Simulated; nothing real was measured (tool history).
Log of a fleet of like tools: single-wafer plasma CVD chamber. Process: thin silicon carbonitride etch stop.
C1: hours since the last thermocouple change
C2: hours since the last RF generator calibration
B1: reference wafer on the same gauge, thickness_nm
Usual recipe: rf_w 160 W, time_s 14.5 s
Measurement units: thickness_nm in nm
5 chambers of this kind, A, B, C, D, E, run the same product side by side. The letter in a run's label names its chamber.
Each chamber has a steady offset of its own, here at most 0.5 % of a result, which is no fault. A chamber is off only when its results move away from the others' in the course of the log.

{"run": "1B", "hour": 5.0, "rf_w": 160, "time_s": 14.5, "C1": 3130.2, "C2": 350.7, "B1": 7.3862, "thickness_nm": 7.675}
{"run": "2C", "hour": 10.3, "rf_w": 160, "time_s": 14.5, "C1": 1402.3, "C2": 1199.7, "B1": 7.4037, "thickness_nm": 7.6709}
{"run": "3A", "hour": 14.4, "rf_w": 160, "time_s": 14.5, "C1": 2137.9, "C2": 135.6, "B1": 7.39, "thickness_nm": 7.7946}
{"run": "4D", "hour": 20.9, "rf_w": 160, "time_s": 14.5, "C1": 467.9, "C2": 1269.3, "B1": 7.3912, "thickness_nm": 7.7575}
{"run": "5E", "hour": 25.3, "rf_w": 185, "time_s": 13, "C1": 1750, "C2": 1076.5, "B1": 7.3844, "thickness_nm": 7.2551}
{"run": "6C", "hour": 29.9, "rf_w": 185, "time_s": 13, "C1": 1421.9, "C2": 1219.3, "B1": 7.3898, "thickness_nm": 7.2154}
{"run": "7A", "hour": 34.0, "rf_w": 185, "time_s": 13, "C1": 2157.5, "C2": 155.2, "B1": 7.3919, "thickness_nm": 7.2064}
{"run": "8E", "hour": 39.0, "rf_w": 185, "time_s": 13, "C1": 1763.7, "C2": 1090.2, "B1": 7.3853, "thickness_nm": 7.2433}
{"run": "9D", "hour": 42.6, "rf_w": 185, "time_s": 13, "C1": 489.6, "C2": 1291, "B1": 7.3822, "thickness_nm": 7.2362}
{"run": "10B", "hour": 47.8, "rf_w": 160, "time_s": 14.5, "C1": 3173, "C2": 393.5, "B1": 7.392, "thickness_nm": 7.7399}
{"run": "11B", "hour": 51.8, "rf_w": 160, "time_s": 14.5, "C1": 3177, "C2": 397.5, "B1": 7.3885, "thickness_nm": 7.6623}
{"run": "12E", "hour": 55.8, "rf_w": 160, "time_s": 14.5, "C1": 1780.5, "C2": 1107, "B1": 7.3858, "thickness_nm": 7.7222}
{"run": "13D", "hour": 60.3, "rf_w": 160, "time_s": 14.5, "C1": 507.3, "C2": 1308.7, "B1": 7.3878, "thickness_nm": 7.7044}
{"run": "14A", "hour": 66.1, "rf_w": 160, "time_s": 14.5, "C1": 2189.6, "C2": 187.3, "B1": 7.3875, "thickness_nm": 7.7655}
{"run": "15C", "hour": 70.0, "rf_w": 160, "time_s": 14.5, "C1": 1462, "C2": 1259.4, "B1": 7.3971, "thickness_nm": 7.7302}
{"run": "16E", "hour": 74.6, "rf_w": 160, "time_s": 14.5, "C1": 1799.3, "C2": 1125.8, "B1": 7.3831, "thickness_nm": 7.6791}
{"hour": 78.9, "done": "chamber B: thermocouple changed; heater temperature recalibrated"}
{"run": "17A", "hour": 81.0, "rf_w": 160, "time_s": 14.5, "C1": 2204.5, "C2": 202.2, "B1": 7.3947, "thickness_nm": 7.7193}
{"run": "18D", "hour": 87.0, "rf_w": 160, "time_s": 14.5, "C1": 534, "C2": 1335.4, "B1": 7.3857, "thickness_nm": 7.7437}
{"run": "19C", "hour": 91.2, "rf_w": 160, "time_s": 14.5, "C1": 1483.2, "C2": 1280.6, "B1": 7.3941, "thickness_nm": 7.7044}
{"run": "20B", "hour": 96.8, "rf_w": 160, "time_s": 14.5, "C1": 17.9, "C2": 442.5, "B1": 7.388, "thickness_nm": 7.7}
{"run": "21A", "hour": 101.5, "rf_w": 160, "time_s": 14.5, "C1": 2225, "C2": 222.7, "B1": 7.3969, "thickness_nm": 7.7348}
{"run": "22B", "hour": 106.6, "rf_w": 180, "time_s": 15.9, "C1": 27.7, "C2": 452.3, "B1": 7.3983, "thickness_nm": 8.7668}
{"run": "23C", "hour": 111.7, "rf_w": 180, "time_s": 15.9, "C1": 1503.7, "C2": 1301.1, "B1": 7.3925, "thickness_nm": 8.7535}
{"run": "24D", "hour": 117.3, "rf_w": 180, "time_s": 15.9, "C1": 564.3, "C2": 1365.7, "B1": 7.3922, "thickness_nm": 8.7879}
{"run": "25E", "hour": 121.6, "rf_w": 180, "time_s": 15.9, "C1": 1846.3, "C2": 1172.8, "B1": 7.3896, "thickness_nm": 8.7032}
{"run": "26B", "hour": 128.3, "rf_w": 180, "time_s": 15.9, "C1": 49.4, "C2": 474, "B1": 7.3934, "thickness_nm": 8.8478}
{"run": "27D", "hour": 133.7, "rf_w": 160, "time_s": 14.5, "C1": 580.7, "C2": 1382.1, "B1": 7.3897, "thickness_nm": 7.7651}
{"run": "28C", "hour": 138.5, "rf_w": 160, "time_s": 14.5, "C1": 1530.5, "C2": 1327.9, "B1": 7.3878, "thickness_nm": 7.722}
{"run": "29A", "hour": 145.2, "rf_w": 160, "time_s": 14.5, "C1": 2268.7, "C2": 266.4, "B1": 7.3913, "thickness_nm": 7.7975}
{"run": "30E", "hour": 148.4, "rf_w": 160, "time_s": 14.5, "C1": 1873.1, "C2": 1199.6, "B1": 7.3897, "thickness_nm": 7.6766}
{"run": "31E", "hour": 153.3, "rf_w": 160, "time_s": 14.5, "C1": 1878, "C2": 1204.5, "B1": 7.4021, "thickness_nm": 7.6966}
{"run": "32A", "hour": 159.5, "rf_w": 160, "time_s": 14.5, "C1": 2283, "C2": 280.7, "B1": 7.3894, "thickness_nm": 7.7948}
{"run": "33B", "hour": 165.4, "rf_w": 160, "time_s": 14.5, "C1": 86.5, "C2": 511.1, "B1": 7.3906, "thickness_nm": 7.7479}
{"run": "34C", "hour": 170.0, "rf_w": 160, "time_s": 14.5, "C1": 1562, "C2": 1359.4, "B1": 7.3859, "thickness_nm": 7.7509}
{"run": "35D", "hour": 173.1, "rf_w": 185, "time_s": 15.8, "C1": 620.1, "C2": 1421.5, "B1": 7.3894, "thickness_nm": 8.8051}
{"run": "36C", "hour": 178.5, "rf_w": 185, "time_s": 15.8, "C1": 1570.5, "C2": 1367.9, "B1": 7.3919, "thickness_nm": 8.7602}
{"run": "37E", "hour": 182.1, "rf_w": 185, "time_s": 15.8, "C1": 1906.8, "C2": 1233.3, "B1": 7.3913, "thickness_nm": 8.8346}
{"run": "38D", "hour": 187.2, "rf_w": 185, "time_s": 15.8, "C1": 634.2, "C2": 1435.6, "B1": 7.3959, "thickness_nm": 8.7352}

Does one chamber stand apart from the rest, does the shared gauge drift, or is all well apart from small per-chamber offsets? Give the chamber and the most likely cause, where there is one.

No chamber stands off beyond its own small offset, and the gauge holds steady.

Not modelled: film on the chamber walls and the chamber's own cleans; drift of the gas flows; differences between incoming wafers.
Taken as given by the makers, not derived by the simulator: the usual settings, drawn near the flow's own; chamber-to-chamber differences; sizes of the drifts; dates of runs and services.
